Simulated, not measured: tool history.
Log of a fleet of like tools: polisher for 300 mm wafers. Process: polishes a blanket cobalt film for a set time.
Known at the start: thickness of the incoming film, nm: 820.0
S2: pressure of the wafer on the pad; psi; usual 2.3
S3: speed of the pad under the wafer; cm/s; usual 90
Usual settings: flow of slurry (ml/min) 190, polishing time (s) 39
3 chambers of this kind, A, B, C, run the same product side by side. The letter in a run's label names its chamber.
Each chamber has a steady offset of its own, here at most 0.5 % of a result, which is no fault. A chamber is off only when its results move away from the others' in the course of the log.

Run 1A, day 0.521: usual settings. Result: film removed (angstrom) 2122.9.
At day 0.658: chamber A: worn pad replaced by a new one.
Run 2B, day 0.821: usual settings. Result: film removed (angstrom) 2100.8.
At day 1.292: chamber B: worn pad replaced by a new one.
Run 3C, day 1.300: usual settings. Result: film removed (angstrom) 2098.3.
Run 4A, day 1.875: usual settings. Result: film removed (angstrom) 2088.4.
Run 5C, day 2.417: usual settings. Result: film removed (angstrom) 2099.3.
Run 6B, day 2.808: usual settings but polishing time (s) 26. Result: film removed (angstrom) 1403.8.
Run 7B, day 3.329: usual settings but polishing time (s) 26. Result: film removed (angstrom) 1389.7.
Run 8C, day 3.875: usual settings but polishing time (s) 26. Result: film removed (angstrom) 1385.9.
At day 3.962: chamber C: worn pad replaced by a new one.
At day 4.154: chamber A: slurry nozzle cleaned.
Run 9A, day 4.158: usual settings. Result: film removed (angstrom) 2088.9.
Run 10C, day 4.579: usual settings. Result: film removed (angstrom) 2094.2.
At day 4.671: chamber B: worn pad replaced by a new one.
At day 4.883: chamber A: worn pad replaced by a new one.
Run 11A, day 5.017: usual settings but flow of slurry (ml/min) 225. Result: film removed (angstrom) 2139.6.
Run 12B, day 5.633: usual settings but flow of slurry (ml/min) 225. Result: film removed (angstrom) 2111.7.
Run 13A, day 5.988: usual settings but flow of slurry (ml/min) 225. Result: film removed (angstrom) 2158.5.
Run 14C, day 6.404: usual settings. Result: film removed (angstrom) 2079.6.
Run 15B, day 6.725: usual settings. Result: film removed (angstrom) 2085.7.
Run 16C, day 7.012: usual settings but S2 2.7 psi, S3 64 cm/s. Result: film removed (angstrom) 1760.4.
At day 7.479: chamber A: head pressure recalibrated.
Run 17A, day 7.600: usual settings but S2 2.7 psi, S3 64 cm/s. Result: film removed (angstrom) 1670.5.
Run 18B, day 8.029: usual settings but S2 2.7 psi, S3 64 cm/s. Result: film removed (angstrom) 1732.4.
At day 8.192: chamber C: worn pad replaced by a new one.
Run 19A, day 8.479: usual settings. Result: film removed (angstrom) 2007.9.
At day 8.750: chamber B: worn pad replaced by a new one.
At day 8.879: chamber A: worn pad replaced by a new one.
Run 20C, day 9.062: usual settings. Result: film removed (angstrom) 2086.5.
Run 21B, day 9.542: usual settings. Result: film removed (angstrom) 2080.2.
Run 22A, day 10.058: usual settings but polishing time (s) 34. Result: film removed (angstrom) 1724.4.
Run 23B, day 10.358: usual settings but polishing time (s) 34. Result: film removed (angstrom) 1820.9.
Run 24C, day 10.817: usual settings but polishing time (s) 34. Result: film removed (angstrom) 1810.3.
Run 25B, day 11.400: usual settings. Result: film removed (angstrom) 2076.4.
Run 26C, day 11.692: usual settings. Result: film removed (angstrom) 2067.6.
Run 27A, day 12.042: usual settings but flow of slurry (ml/min) 250. Result: film removed (angstrom) 2052.8.
At day 12.054: chamber C: head pressure recalibrated.
At day 12.367: chamber A: worn pad replaced by a new one.
Run 28A, day 12.396: usual settings but flow of slurry (ml/min) 250. Result: film removed (angstrom) 2080.1.
At day 12.488: chamber C: worn pad replaced by a new one.
Run 29B, day 12.971: usual settings but flow of slurry (ml/min) 250. Result: film removed (angstrom) 2142.0.
At day 13.054: chamber B: worn pad replaced by a new one.
Run 30C, day 13.325: usual settings but S2 2.5 psi, S3 60 cm/s. Result: film removed (angstrom) 1524.5.
At day 13.362: chamber B: slurry nozzle cleaned.
At day 13.438: chamber C: slurry nozzle cleaned.
At day 13.492: chamber A: slurry nozzle cleaned.
Run 31C, day 13.717: usual settings but S2 2.5 psi, S3 60 cm/s. Result: film removed (angstrom) 1516.9.
Run 32B, day 14.221: usual settings but S2 2.5 psi, S3 60 cm/s. Result: film removed (angstrom) 1509.0.
Run 33A, day 14.758: usual settings. Result: film removed (angstrom) 2021.9.
Run 34B, day 15.417: usual settings. Result: film removed (angstrom) 2080.0.
Run 35A, day 15.758: usual settings. Result: film removed (angstrom) 2007.3.
Run 36C, day 16.400: usual settings but flow of slurry (ml/min) 145, polishing time (s) 50. Result: film removed (angstrom) 2571.5.
At day 16.662: chamber A: worn pad replaced by a new one.
Run 37C, day 16.862: usual settings but flow of slurry (ml/min) 145, polishing time (s) 50. Result: film removed (angstrom) 2544.2.
At day 16.917: chamber C: worn pad replaced by a new one.
At day 17.142: chamber B: worn pad replaced by a new one.
Run 38B, day 17.162: usual settings but flow of slurry (ml/min) 145, polishing time (s) 50. Result: film removed (angstrom) 2541.2.
Run 39A, day 17.479: usual settings. Result: film removed (angstrom) 1993.9.
Run 40A, day 17.958: usual settings. Result: film removed (angstrom) 1973.3.
Run 41C, day 18.325: usual settings. Result: film removed (angstrom) 2095.0.
Run 42B, day 18.858: usual settings. Result: film removed (angstrom) 2071.7.
Run 43A, day 19.392: usual settings. Result: film removed (angstrom) 2000.5.
Run 44C, day 19.808: usual settings. Result: film removed (angstrom) 2110.8.

Next, every chamber runs the same settings. What will each give?
Run 45A, day 20.279: usual settings but flow of slurry (ml/min) 250. Result: film removed (angstrom) ?.
Run 45B, day 20.279: usual settings but flow of slurry (ml/min) 250. Result: film removed (angstrom) ?.
Run 45C, day 20.279: usual settings but flow of slurry (ml/min) 250. Result: film removed (angstrom) ?.

run  film removed (angstrom)
45A                   2063.7
45B                   2140.6
45C                   2152.3

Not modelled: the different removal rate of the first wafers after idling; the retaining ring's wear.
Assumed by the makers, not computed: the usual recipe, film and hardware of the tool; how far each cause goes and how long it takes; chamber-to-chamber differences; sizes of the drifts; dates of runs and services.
